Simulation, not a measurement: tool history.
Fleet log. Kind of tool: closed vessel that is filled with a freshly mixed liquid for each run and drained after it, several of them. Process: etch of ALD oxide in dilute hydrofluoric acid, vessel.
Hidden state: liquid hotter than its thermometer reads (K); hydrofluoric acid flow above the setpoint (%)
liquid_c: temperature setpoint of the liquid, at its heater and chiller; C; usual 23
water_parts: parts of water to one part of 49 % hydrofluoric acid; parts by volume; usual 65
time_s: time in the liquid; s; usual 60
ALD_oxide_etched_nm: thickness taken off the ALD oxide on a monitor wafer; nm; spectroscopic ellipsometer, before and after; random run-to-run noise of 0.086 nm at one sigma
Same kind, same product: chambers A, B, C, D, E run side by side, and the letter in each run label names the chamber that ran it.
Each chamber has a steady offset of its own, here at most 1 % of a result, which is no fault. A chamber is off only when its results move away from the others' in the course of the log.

run	hour	liquid_c	water_parts	time_s	hours since the thermometer was replaced	hours since the hydrofluoric acid flow meter was replaced	read-back film thickness of the ALD oxide reference wafer, read on the same gauge (nm)	ALD_oxide_etched_nm
1D	10.1	23	65	60	588.1	905.4	69.997	24.701
2C	18.0	23	65	60	407.1	755.8	70.012	24.400
3B	24.6	23	65	60	2211.6	811.9	70.019	24.437
4A	31.3	23	65	60	1433.7	933.9	70.013	24.444
5E	37.6	23	65	60	1442.0	229.5	70.018	24.654
6E	49.4	23	65	60	1453.8	241.3	70.031	24.646
7B	58.2	23	85	60	2245.2	845.5	69.993	18.122
8C	68.0	23	85	60	457.1	805.8	69.996	18.172
# hour 76.5: chamber B: hydrofluoric acid flow meter replaced
9D	79.7	23	85	60	657.7	975.0	70.003	18.309
10A	88.8	23	85	60	1491.2	991.4	69.990	18.139
11E	98.8	23	85	60	1503.2	290.7	70.027	18.586
12D	110.7	23	65	60	688.7	1006.0	70.001	24.555
13C	121.7	23	65	60	510.8	859.5	70.010	24.498
14A	132.3	27	65	40	1534.7	1034.9	69.990	19.095
15B	137.7	27	65	40	2324.7	61.3	69.986	19.084
16B	146.3	27	65	40	2333.3	69.9	70.007	19.061
17C	151.7	27	65	40	540.8	889.5	70.011	19.209
18E	157.2	27	65	40	1561.6	349.1	69.971	19.360
19A	165.3	23	65	60	1567.7	1067.9	69.974	24.259
20D	173.8	23	65	60	751.8	1069.1	70.005	24.766
21B	183.7	23	45	60	2370.7	107.3	70.026	36.190
22A	189.5	23	45	60	1591.9	1092.1	69.990	36.412
23E	201.8	23	45	60	1606.2	393.7	70.013	36.293
24D	210.4	23	45	60	788.4	1105.7	70.062	36.584
25C	222.2	23	45	60	611.3	960.0	69.972	37.150
26C	228.2	28	65	60	617.3	966.0	69.978	30.429
27E	239.9	28	65	60	1644.3	431.8	69.986	30.453
28D	248.5	28	65	60	826.5	1143.8	69.998	30.005
# hour 254.7: chamber A: thermometer replaced
29B	255.0	28	65	60	2442.0	178.6	69.981	29.890
30A	263.1	28	65	60	8.4	1165.7	69.981	29.685
31A	273.6	23	65	60	18.9	1176.2	70.004	24.340
32E	282.5	23	65	60	1686.9	474.4	70.024	24.846
33B	292.6	23	65	60	2479.6	216.2	69.979	24.338
34C	300.9	23	65	60	690.0	1038.7	69.990	25.352
35D	310.1	23	65	60	888.1	1205.4	69.981	24.714
36B	319.6	23	65	60	2506.6	243.2	70.022	24.326
# hour 323.0: chamber D: hydrofluoric acid flow meter replaced
37A	330.5	23	65	60	75.8	1233.1	70.032	24.355
38C	336.3	23	65	60	725.4	1074.1	69.970	25.440
39D	347.8	23	65	60	925.8	24.8	69.986	24.610

Which is it: a chamber that has drifted or been left off by a service, a gauge drift common to all chambers, or only each chamber's usual small offset? If a chamber is off, name it and its likeliest cause.

Little by little, chamber C moves away from the other chambers.
Cause: liquid hotter than its thermometer reads (K) = 1.15.
The log may not tell that from: hydrofluoric acid flow above the setpoint (%).

Below are 4 candidate recipes for chamber C's next run, each the usual settings with a change, their results shown as question marks. Which of them brings C's results back in line with what the other chambers give on the usual settings?
A result is in line if it is within this distance of the other chambers' mean on the usual settings: ALD_oxide_etched_nm 0.300 nm
40C-1	356.7	24.0	65	60				?
40C-2	356.7	22.5	65	60				?
40C-3	356.7	23.5	65	60				?
40C-4	356.7	22.0	65	60				?

Usual-settings mean across the other chambers: ALD_oxide_etched_nm 24.497 nm
run	ALD_oxide_etched_nm
40C-1	26.626
40C-2	25.045
40C-3	26.094
40C-4	24.539
The answer is 40C-4, which returns the chamber to within the allowed miss of the others.
